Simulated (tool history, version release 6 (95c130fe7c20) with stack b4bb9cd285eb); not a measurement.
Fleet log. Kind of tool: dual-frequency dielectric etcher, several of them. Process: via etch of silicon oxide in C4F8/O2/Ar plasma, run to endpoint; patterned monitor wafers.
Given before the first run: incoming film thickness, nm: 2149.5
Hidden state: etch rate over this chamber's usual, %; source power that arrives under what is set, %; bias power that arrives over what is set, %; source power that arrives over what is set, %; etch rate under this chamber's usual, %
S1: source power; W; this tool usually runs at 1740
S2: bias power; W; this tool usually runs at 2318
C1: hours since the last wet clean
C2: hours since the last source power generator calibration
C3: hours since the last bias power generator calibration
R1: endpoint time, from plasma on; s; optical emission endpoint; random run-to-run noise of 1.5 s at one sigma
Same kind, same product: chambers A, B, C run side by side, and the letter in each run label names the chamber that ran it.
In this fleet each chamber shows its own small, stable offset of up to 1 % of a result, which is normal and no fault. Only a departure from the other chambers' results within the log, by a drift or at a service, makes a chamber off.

run    day    S1    S2     C1      C2      C3      R1
 1B  0.167  1740  2318  332.5  1114.5   325.2  433.84
 2A  0.392  1740  2318  185.9    63.6  2323.6  428.54
 3C  0.588  1740  2318  328.2  2934.8   706.3  432.17
 4B  0.829  1740  2318  348.4  1130.4   341.1  429.39
 5A  0.992  1740  2318  200.3      78    2338  431.48
 6C  1.217  1740  2318  343.3  2949.9   721.4  431.25
 7C  1.396  1740  2318  347.6  2954.2   725.7  430.26
 8B  1.567  1740  2318  366.1  1148.1   358.8  431.76
 9A  1.758  1740  2318  218.7    96.4  2356.4  425.12
10C  1.896  1740  2318  359.6  2966.2   737.7  431.28
11A  2.075  1740  2318  226.3     104    2364  429.22
12B  2.262  1740  2318  382.8  1164.8   375.5  429.99
13C  2.412  1740  2318    372  2978.6   750.1  429.26
14A  2.592  1740  2318  238.7   116.4  2376.4  427.81
15B  2.829  1740  2318  396.4  1178.4   389.1  433.25
16C    3.1  1740  2318  388.5  2995.1   766.6  433.37
17A  3.342  1740  2318  256.7   134.4  2394.4  427.64
18B   3.55  1740  2318  413.7  1195.7   406.4  430.24
19B  3.704  1740  2318  417.4  1199.4   410.1  431.07
20A  3.946  1740  2318  271.2   148.9  2408.9  428.45
21C  4.092  1740  2318  412.3  3018.9   790.4  433.79
22A   4.25  1740  2318  278.5   156.2  2416.2  427.76
23C  4.383  1740  2318  419.3  3025.9   797.4  433.43
24B  4.646  1740  2318    440    1222   432.7  432.32
25C    4.9  1740  2318  431.7  3038.3   809.8   435.3
26B  5.033  2050  2712  449.3  1231.3     442  384.72
27A  5.292  2050  2712  303.5   181.2  2441.2  382.15
28A  5.446  2050  2712  307.2   184.9  2444.9  381.67
29B  5.725  1740  2318  465.9  1247.9   458.6  428.71
30C  5.933  1900  2736  456.5  3063.1   834.6  403.72
31A  6.154  1900  2736  324.2   201.9  2461.9  393.24
32B  6.325  1900  2736  480.3  1262.3     473  396.33
33C  6.517  1740  2318  470.5  3077.1   848.6  438.52
34C  6.767  1740  2318  476.5  3083.1   854.6  439.46
35B  6.925  1740  2318  494.7  1276.7   487.4  431.58
36A  7.133  1740  2318  347.7   225.4  2485.4  428.94
37A  7.379  1740  2318  353.6   231.3  2491.3  430.19
38B  7.567  1740  2318  510.1  1292.1   502.8     431
39C  7.704  1740  2318    499  3105.6   877.1  439.73
40B  7.896  1740  2318    518    1300   510.7  431.23

One chamber off, gauge drift, or nothing amiss beyond the chambers' own small offsets? If it is a chamber, which one, and what is the likeliest cause?

It is chamber C that slowly wanders off from its peers.
Cause: etch rate under this chamber's usual, % = 2.06.
From this log alone, it may not be told apart from: source power that arrives under what is set, %.

Here are 4 candidates for chamber C's next run, each the usual settings with a change, their results left as question marks. Which one brings its results back in line with what the others give on the usual settings?
Maximum distance from the other chambers' mean on the usual settings for a result to count as in line: R1 5.1 s
41C-1  8.108  1610  2191               ?
41C-2  8.108  1850  2318               ?
41C-3  8.108  1870  2445               ?
41C-4  8.108  1630  2318               ?

The mean the other chambers reach with the usual settings: R1 430.16 s
  run      R1
41C-1  462.09
41C-2  430.11
41C-3   421.6
41C-4  452.27
Change 41C-2 lands the chamber within the allowed miss of the other chambers.
